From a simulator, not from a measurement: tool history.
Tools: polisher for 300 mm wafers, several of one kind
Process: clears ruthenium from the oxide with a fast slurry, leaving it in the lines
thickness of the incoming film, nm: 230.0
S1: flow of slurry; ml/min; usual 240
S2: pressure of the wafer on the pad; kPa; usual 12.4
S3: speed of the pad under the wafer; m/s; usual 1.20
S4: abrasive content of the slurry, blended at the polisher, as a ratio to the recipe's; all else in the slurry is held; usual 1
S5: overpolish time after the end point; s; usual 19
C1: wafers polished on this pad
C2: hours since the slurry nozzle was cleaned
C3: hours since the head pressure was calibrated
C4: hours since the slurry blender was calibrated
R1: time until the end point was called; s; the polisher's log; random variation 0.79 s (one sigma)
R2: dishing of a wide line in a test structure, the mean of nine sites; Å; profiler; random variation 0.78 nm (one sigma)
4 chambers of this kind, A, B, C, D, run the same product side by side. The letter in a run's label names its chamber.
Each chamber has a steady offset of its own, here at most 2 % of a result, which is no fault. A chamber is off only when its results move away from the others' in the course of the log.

| run | day | S1 | S2 | S3 | S4 | S5 | C1 | C2 | C3 | C4 | R1 | R2 |
|---|---|---|---|---|---|---|---|---|---|---|---|---|
|  | 0.262 | chamber A: head pressure recalibrated |
| 1B | 0.262 | 240 | 12.4 | 1.20 | 1 | 19 | 922 | 162.4 | 498.4 | 161.7 | 86.414 | 410.16 |
|  | 0.317 | chamber B: slurry blender recalibrated |
|  | 0.475 | chamber A: worn pad replaced by a new one |
| 2D | 0.550 | 240 | 12.4 | 1.20 | 1 | 19 | 454 | 489.1 | 589.8 | 284.9 | 85.055 | 393.64 |
| 3C | 0.858 | 240 | 12.4 | 1.20 | 1 | 19 | 1045 | 239.0 | 416.2 | 187.0 | 86.345 | 392.07 |
| 4A | 1.096 | 240 | 12.4 | 1.20 | 1 | 19 | 174 | 162.9 | 20.0 | 72.1 | 85.969 | 403.09 |
| 5D | 1.362 | 240 | 12.4 | 1.20 | 1 | 19 | 682 | 508.6 | 609.3 | 304.4 | 85.271 | 397.58 |
|  | 1.479 | chamber B: worn pad replaced by a new one |
| 6C | 1.583 | 240 | 12.4 | 1.20 | 1 | 19 | 1248 | 256.4 | 433.6 | 204.4 | 84.050 | 409.21 |
|  | 1.621 | chamber C: worn pad replaced by a new one |
| 7B | 1.946 | 170 | 12.4 | 1.20 | 1 | 19 | 131 | 202.8 | 538.8 | 39.1 | 90.190 | 388.24 |
| 8A | 2.292 | 170 | 12.4 | 1.20 | 1 | 19 | 510 | 191.6 | 48.7 | 100.8 | 89.483 | 402.34 |
| 9B | 2.679 | 170 | 12.4 | 1.20 | 1 | 19 | 337 | 220.4 | 556.4 | 56.7 | 91.123 | 398.87 |
|  | 2.704 | chamber A: worn pad replaced by a new one |
| 10C | 2.967 | 170 | 12.4 | 1.20 | 1 | 19 | 379 | 289.6 | 466.8 | 237.6 | 88.805 | 394.81 |
| 11D | 3.233 | 240 | 12.4 | 1.20 | 1 | 19 | 1208 | 553.5 | 654.2 | 349.3 | 86.348 | 394.23 |
|  | 3.504 | chamber A: slurry nozzle cleaned |
| 12A | 3.612 | 240 | 12.4 | 1.20 | 1 | 19 | 255 | 2.7 | 80.4 | 132.5 | 85.870 | 396.17 |
| 13C | 3.850 | 240 | 12.4 | 1.20 | 1 | 19 | 627 | 310.8 | 488.0 | 258.8 | 84.541 | 393.10 |
| 14D | 4.038 | 240 | 12.4 | 1.20 | 1 | 19 | 1434 | 572.8 | 673.5 | 368.6 | 85.824 | 406.38 |
| 15A | 4.329 | 240 | 12.4 | 1.20 | 1 | 19 | 457 | 19.9 | 97.6 | 149.7 | 84.188 | 398.99 |
| 16B | 4.692 | 240 | 12.4 | 1.20 | 1 | 19 | 903 | 268.7 | 604.7 | 105.0 | 85.173 | 415.38 |
|  | 4.754 | chamber D: slurry nozzle cleaned |
| 17D | 4.971 | 240 | 12.4 | 1.20 | 1 | 19 | 1696 | 5.2 | 695.9 | 391.0 | 88.061 | 392.01 |
|  | 5.088 | chamber A: worn pad replaced by a new one |
| 18A | 5.350 | 240 | 12.4 | 1.20 | 1 | 19 | 74 | 44.4 | 122.1 | 174.2 | 84.861 | 401.87 |
|  | 5.571 | chamber B: worn pad replaced by a new one |
| 19B | 5.646 | 240 | 12.4 | 1.20 | 1 | 19 | 21 | 291.6 | 627.6 | 127.9 | 85.823 | 410.12 |
| 20C | 6.042 | 240 | 12.4 | 1.20 | 1 | 19 | 1242 | 363.4 | 540.6 | 311.4 | 84.393 | 401.75 |
| 21B | 6.225 | 240 | 12.4 | 1.20 | 1 | 19 | 184 | 305.5 | 641.5 | 141.8 | 86.019 | 407.83 |
|  | 6.304 | chamber C: slurry nozzle cleaned |
|  | 6.450 | chamber C: worn pad replaced by a new one |
| 22A | 6.488 | 240 | 12.4 | 1.20 | 1 | 19 | 394 | 71.7 | 149.4 | 201.5 | 85.907 | 387.41 |
| 23D | 6.838 | 240 | 12.4 | 1.20 | 1 | 19 | 2220 | 50.0 | 740.7 | 435.8 | 90.356 | 372.83 |
| 24C | 7.117 | 240 | 12.4 | 1.20 | 1 | 19 | 187 | 19.5 | 566.4 | 337.2 | 83.914 | 392.52 |
|  | 7.233 | chamber A: slurry blender recalibrated |
| 25A | 7.300 | 240 | 12.4 | 1.20 | 1 | 19 | 622 | 91.2 | 168.9 | 1.6 | 85.545 | 386.55 |
|  | 7.371 | chamber B: slurry blender recalibrated |
|  | 7.600 | chamber A: worn pad replaced by a new one |
| 26B | 7.604 | 240 | 12.4 | 1.20 | 1 | 19 | 571 | 338.6 | 674.6 | 5.6 | 86.057 | 403.26 |
| 27C | 7.817 | 240 | 12.4 | 1.20 | 1 | 19 | 384 | 36.3 | 583.2 | 354.0 | 84.018 | 401.26 |
| 28D | 8.021 | 240 | 12.4 | 1.20 | 1 | 19 | 2553 | 78.4 | 769.1 | 464.2 | 90.868 | 380.52 |
| 29B | 8.329 | 240 | 12.4 | 1.20 | 1 | 19 | 775 | 356.0 | 692.0 | 23.0 | 87.138 | 414.50 |
|  | 8.421 | chamber D: slurry blender recalibrated |
| 30C | 8.617 | 240 | 12.4 | 1.20 | 1 | 19 | 608 | 55.5 | 602.4 | 373.2 | 85.696 | 424.40 |
| 31A | 8.883 | 240 | 12.4 | 1.20 | 1 | 19 | 361 | 129.2 | 206.9 | 39.6 | 86.170 | 407.34 |
| 32D | 9.262 | 240 | 12.4 | 1.20 | 1 | 19 | 2901 | 108.2 | 798.9 | 20.2 | 94.223 | 373.35 |
|  | 9.504 | chamber B: worn pad replaced by a new one |
| 33B | 9.517 | 240 | 12.4 | 1.20 | 1 | 19 | 4 | 384.5 | 720.5 | 51.5 | 85.651 | 401.42 |

All 4 chambers run these settings next. Forecast each chamber's results:
| 34A | 9.808 | 240 | 12.4 | 0.92 | 1 | 19 |  |  |  |  | ? | ? |
| 34B | 9.808 | 240 | 12.4 | 0.92 | 1 | 19 |  |  |  |  | ? | ? |
| 34C | 9.808 | 240 | 12.4 | 0.92 | 1 | 19 |  |  |  |  | ? | ? |
| 34D | 9.808 | 240 | 12.4 | 0.92 | 1 | 19 |  |  |  |  | ? | ? |

| run | R1 | R2 |
|---|---|---|
| 34A | 111.120 | 310.91 |
| 34B | 113.140 | 320.48 |
| 34C | 107.820 | 320.83 |
| 34D | 122.960 | 293.09 |

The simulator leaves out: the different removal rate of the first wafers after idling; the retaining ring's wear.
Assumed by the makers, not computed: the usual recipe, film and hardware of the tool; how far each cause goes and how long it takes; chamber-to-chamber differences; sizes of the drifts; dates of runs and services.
